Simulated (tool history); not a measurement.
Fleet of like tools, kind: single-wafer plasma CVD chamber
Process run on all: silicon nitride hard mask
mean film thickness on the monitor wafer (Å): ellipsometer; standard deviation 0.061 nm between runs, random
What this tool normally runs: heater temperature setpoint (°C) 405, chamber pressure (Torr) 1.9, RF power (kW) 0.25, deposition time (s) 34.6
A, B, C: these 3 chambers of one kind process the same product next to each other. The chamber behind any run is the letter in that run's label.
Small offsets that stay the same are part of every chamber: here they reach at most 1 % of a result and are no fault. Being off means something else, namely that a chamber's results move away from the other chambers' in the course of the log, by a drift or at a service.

run   hour  heater temperature setpoint (°C)  chamber pressure (Torr)  RF power (kW)  deposition time (s)  read-back reference wafer on the same gauge, thickness_nm  mean film thickness on the monitor wafer (Å)
 1A      2                               405                      1.9           0.25                 34.6                                                     34.892                                        366.71
 2B    5.1                               405                      1.9           0.25                 34.6                                                     34.888                                        369.66
 3C    9.5                               405                      1.9           0.25                 34.6                                                      34.87                                        364.97
 4B   12.4                               405                      1.9           0.25                 34.6                                                     34.877                                        369.21
 5A   14.9                               405                      1.9           0.25                 34.6                                                      34.86                                        367.65
 6C   19.4                               405                      1.9           0.25                 34.6                                                     34.857                                        365.23
 7C   22.7                               405                     1.74           0.29                 34.6                                                      34.85                                        396.05
 8A   26.2                               405                     1.74           0.29                 34.6                                                     34.852                                         396.1
 9B   29.7                               405                     1.74           0.29                 34.6                                                     34.832                                        400.37
10C   32.4                               405                      1.9           0.25                 34.6                                                     34.829                                        365.59
11A   36.8                               405                      1.9           0.25                 34.6                                                     34.823                                        366.09
12B   40.7                               405                      1.9           0.25                 34.6                                                     34.822                                        369.22
13C   44.8                               415                     2.24           0.25                 34.6                                                     34.815                                        378.72
14B   49.2                               415                     2.24           0.25                 34.6                                                     34.801                                        384.15
15A   52.2                               415                     2.24           0.25                 34.6                                                     34.795                                        381.92
16C   55.6                               405                      1.9           0.25                 34.6                                                     34.779                                        365.87
17B   59.9                               405                      1.9           0.25                 34.6                                                     34.779                                        368.58
18A   61.9                               405                      1.9           0.25                 34.6                                                     34.781                                        365.95
19B   65.1                               405                      1.9           0.25                 34.6                                                     34.779                                        366.88
20C   68.1                               405                      1.9           0.25                 34.6                                                     34.768                                        364.91
21A   71.1                               405                      1.9           0.25                 34.6                                                     34.746                                        364.67
22B   75.1                               405                      1.9           0.25                 34.6                                                     34.746                                        368.31
23C   77.1                               400                      1.9           0.25                 30.9                                                     34.735                                        326.53
24A   79.3                               400                      1.9           0.25                 30.9                                                     34.735                                           328
25A   82.3                               400                      1.9           0.25                 30.9                                                      34.73                                        326.49
26B   84.9                               405                      1.9           0.25                 34.6                                                     34.738                                        367.97
27C     87                               405                     1.76           0.25                 34.6                                                     34.713                                        356.69
28A   91.3                               405                     1.76           0.25                 34.6                                                      34.69                                        357.56
29C   94.1                               405                     1.76           0.25                 34.6                                                     34.727                                        355.77
30B   96.6                               405                      1.9           0.25                 34.6                                                      34.71                                        367.91
31C   98.8                               405                      1.9           0.25                 34.6                                                     34.698                                        364.49
32B  102.4                               405                      1.9           0.25                 34.6                                                     34.687                                        368.28
33A  104.4                               405                      1.9           0.25                 34.6                                                      34.67                                        364.62
34C  106.5                               405                      1.9           0.25                 34.6                                                     34.667                                        363.91
35A  110.3                               405                      1.9           0.25                 34.6                                                      34.66                                        365.24
36B  112.8                               405                      1.9           0.25                 34.6                                                     34.653                                        367.78

Does one chamber stand apart from the rest, does the shared gauge drift, or is all well apart from small per-chamber offsets? Give the chamber and the most likely cause, where there is one.

The shared gauge is drifting. All chambers look as if they move in step, but none is off.
What lies behind it: gauge reads low (%) = 0.678.
